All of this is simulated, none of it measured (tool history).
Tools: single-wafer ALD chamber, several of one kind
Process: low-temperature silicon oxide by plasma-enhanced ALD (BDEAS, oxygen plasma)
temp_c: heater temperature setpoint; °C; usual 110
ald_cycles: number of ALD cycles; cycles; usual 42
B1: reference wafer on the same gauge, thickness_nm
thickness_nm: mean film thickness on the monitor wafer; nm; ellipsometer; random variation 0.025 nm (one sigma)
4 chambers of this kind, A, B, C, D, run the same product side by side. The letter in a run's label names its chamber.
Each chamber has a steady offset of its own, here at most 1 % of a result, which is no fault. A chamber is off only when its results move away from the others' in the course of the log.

run 1A hour=7.4 | temp_c=110 ald_cycles=42 | B1=6.4764 | thickness_nm=5.9512
run 2D hour=15.1 | temp_c=110 ald_cycles=42 | B1=6.4651 | thickness_nm=5.922
run 3C hour=19.7 | temp_c=110 ald_cycles=42 | B1=6.4677 | thickness_nm=5.9533
run 4B hour=25.6 | temp_c=110 ald_cycles=42 | B1=6.4635 | thickness_nm=5.859
run 5D hour=31.1 | temp_c=110 ald_cycles=42 | B1=6.4777 | thickness_nm=5.9498
run 6A hour=38 | temp_c=110 ald_cycles=42 | B1=6.467 | thickness_nm=5.9209
run 7B hour=45.1 | temp_c=110 ald_cycles=42 | B1=6.4698 | thickness_nm=5.8863
run 8C hour=49.1 | temp_c=110 ald_cycles=42 | B1=6.4631 | thickness_nm=5.9272
run 9B hour=55.2 | temp_c=110 ald_cycles=42 | B1=6.4668 | thickness_nm=5.9292
run 10D hour=60 | temp_c=119 ald_cycles=47 | B1=6.4638 | thickness_nm=6.5016
run 11A hour=66.9 | temp_c=119 ald_cycles=47 | B1=6.4715 | thickness_nm=6.5086
run 12C hour=73.8 | temp_c=119 ald_cycles=47 | B1=6.4675 | thickness_nm=6.5133
run 13A hour=77.5 | temp_c=119 ald_cycles=47 | B1=6.4712 | thickness_nm=6.4767
run 14D hour=84.2 | temp_c=110 ald_cycles=42 | B1=6.4661 | thickness_nm=5.958
run 15B hour=88.3 | temp_c=119 ald_cycles=35 | B1=6.4774 | thickness_nm=4.803
run 16C hour=93.6 | temp_c=119 ald_cycles=35 | B1=6.468 | thickness_nm=4.846
run 17D hour=99.6 | temp_c=119 ald_cycles=35 | B1=6.4715 | thickness_nm=4.857
run 18C hour=105.8 | temp_c=119 ald_cycles=35 | B1=6.4713 | thickness_nm=4.8766
run 19B hour=109.3 | temp_c=110 ald_cycles=42 | B1=6.4737 | thickness_nm=5.8654
run 20A hour=115.7 | temp_c=110 ald_cycles=42 | B1=6.461 | thickness_nm=5.9379
run 21A hour=121.6 | temp_c=110 ald_cycles=42 | B1=6.468 | thickness_nm=5.9678
run 22D hour=127.3 | temp_c=110 ald_cycles=42 | B1=6.4701 | thickness_nm=5.9446
run 23B hour=133.4 | temp_c=110 ald_cycles=42 | B1=6.4697 | thickness_nm=5.8052
run 24C hour=137.6 | temp_c=110 ald_cycles=42 | B1=6.4652 | thickness_nm=5.9054
run 25B hour=143.6 | temp_c=110 ald_cycles=42 | B1=6.4675 | thickness_nm=5.8862
run 26A hour=149.7 | temp_c=110 ald_cycles=42 | B1=6.4615 | thickness_nm=5.9061
run 27C hour=156.4 | temp_c=110 ald_cycles=42 | B1=6.4695 | thickness_nm=5.9246
run 28D hour=163.7 | temp_c=110 ald_cycles=42 | B1=6.4723 | thickness_nm=5.9137
run 29C hour=169.7 | temp_c=110 ald_cycles=42 | B1=6.4707 | thickness_nm=5.9158

Next, every chamber runs the same settings. What will each give?
run 30A hour=175.2 | temp_c=110 ald_cycles=42 | thickness_nm=?
run 30B hour=175.2 | temp_c=110 ald_cycles=42 | thickness_nm=?
run 30C hour=175.2 | temp_c=110 ald_cycles=42 | thickness_nm=?
run 30D hour=175.2 | temp_c=110 ald_cycles=42 | thickness_nm=?

run=30A thickness_nm=5.9226
run=30B thickness_nm=5.8485
run=30C thickness_nm=5.8807
run=30D thickness_nm=5.9313

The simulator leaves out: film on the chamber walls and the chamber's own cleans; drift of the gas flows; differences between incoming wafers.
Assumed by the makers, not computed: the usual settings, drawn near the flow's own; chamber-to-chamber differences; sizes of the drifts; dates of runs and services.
